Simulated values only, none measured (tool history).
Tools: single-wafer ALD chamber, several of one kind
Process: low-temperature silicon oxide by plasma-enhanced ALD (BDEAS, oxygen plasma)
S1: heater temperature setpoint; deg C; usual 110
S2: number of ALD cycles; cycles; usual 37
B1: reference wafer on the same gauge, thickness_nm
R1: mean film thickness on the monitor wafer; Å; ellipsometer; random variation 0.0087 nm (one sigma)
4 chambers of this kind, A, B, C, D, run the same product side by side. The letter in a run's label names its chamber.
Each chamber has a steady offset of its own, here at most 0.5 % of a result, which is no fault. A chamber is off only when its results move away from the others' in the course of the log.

{"run": "1C", "day": 0.383, "S1": 110, "S2": 37, "B1": 4.301, "R1": 51.979}
{"run": "2D", "day": 0.633, "S1": 110, "S2": 37, "B1": 4.303, "R1": 51.835}
{"run": "3A", "day": 0.946, "S1": 110, "S2": 37, "B1": 4.3019, "R1": 51.92}
{"run": "4B", "day": 1.283, "S1": 110, "S2": 37, "B1": 4.3054, "R1": 51.977}
{"run": "5C", "day": 1.471, "S1": 110, "S2": 37, "B1": 4.3045, "R1": 52.105}
{"run": "6B", "day": 1.725, "S1": 110, "S2": 37, "B1": 4.3045, "R1": 51.944}
{"run": "7A", "day": 1.983, "S1": 110, "S2": 37, "B1": 4.3064, "R1": 52.084}
{"run": "8D", "day": 2.371, "S1": 110, "S2": 37, "B1": 4.3064, "R1": 51.664}
{"run": "9D", "day": 2.6, "S1": 110, "S2": 37, "B1": 4.3079, "R1": 51.77}
{"run": "10B", "day": 2.95, "S1": 110, "S2": 37, "B1": 4.3084, "R1": 52.055}
{"run": "11A", "day": 3.225, "S1": 110, "S2": 37, "B1": 4.3092, "R1": 52.149}
{"run": "12C", "day": 3.433, "S1": 120, "S2": 37, "B1": 4.3093, "R1": 51.061}
{"run": "13C", "day": 3.746, "S1": 120, "S2": 37, "B1": 4.3125, "R1": 51.062}
{"run": "14D", "day": 3.983, "S1": 120, "S2": 37, "B1": 4.3109, "R1": 50.805}
{"run": "15B", "day": 4.25, "S1": 120, "S2": 37, "B1": 4.3125, "R1": 51.02}
{"run": "16A", "day": 4.633, "S1": 110, "S2": 37, "B1": 4.3151, "R1": 52.089}
{"run": "17D", "day": 4.958, "S1": 110, "S2": 37, "B1": 4.3154, "R1": 51.917}
{"run": "18B", "day": 5.246, "S1": 110, "S2": 37, "B1": 4.3162, "R1": 52.11}
{"run": "19C", "day": 5.6, "S1": 110, "S2": 37, "B1": 4.3156, "R1": 52.099}
{"run": "20A", "day": 5.942, "S1": 102, "S2": 37, "B1": 4.3179, "R1": 53.066}
{"run": "21B", "day": 6.304, "S1": 102, "S2": 37, "B1": 4.3179, "R1": 52.954}
{"run": "22A", "day": 6.588, "S1": 102, "S2": 37, "B1": 4.3202, "R1": 53.003}
{"run": "23C", "day": 6.888, "S1": 102, "S2": 37, "B1": 4.3182, "R1": 53.133}
{"run": "24D", "day": 7.204, "S1": 110, "S2": 37, "B1": 4.3236, "R1": 51.937}
{"run": "25A", "day": 7.571, "S1": 110, "S2": 37, "B1": 4.322, "R1": 52.343}
{"run": "26C", "day": 7.846, "S1": 110, "S2": 37, "B1": 4.3227, "R1": 52.364}
{"run": "27D", "day": 8.029, "S1": 110, "S2": 37, "B1": 4.3253, "R1": 51.837}
{"run": "28B", "day": 8.379, "S1": 116, "S2": 37, "B1": 4.3255, "R1": 51.571}
{"run": "29C", "day": 8.575, "S1": 116, "S2": 37, "B1": 4.3244, "R1": 51.792}
{"run": "30B", "day": 8.883, "S1": 116, "S2": 37, "B1": 4.3276, "R1": 51.653}
{"run": "31A", "day": 9.225, "S1": 116, "S2": 37, "B1": 4.3272, "R1": 51.978}
{"run": "32D", "day": 9.546, "S1": 119, "S2": 31, "B1": 4.3293, "R1": 42.992}

Is one chamber off against the others, does the gauge drift, or is nothing wrong? If a chamber is off, say which, and what the likeliest cause is.

The gauge drifts, so all chambers seem to drift together. No chamber is off.
Cause: gauge reads high (%) = 0.695.

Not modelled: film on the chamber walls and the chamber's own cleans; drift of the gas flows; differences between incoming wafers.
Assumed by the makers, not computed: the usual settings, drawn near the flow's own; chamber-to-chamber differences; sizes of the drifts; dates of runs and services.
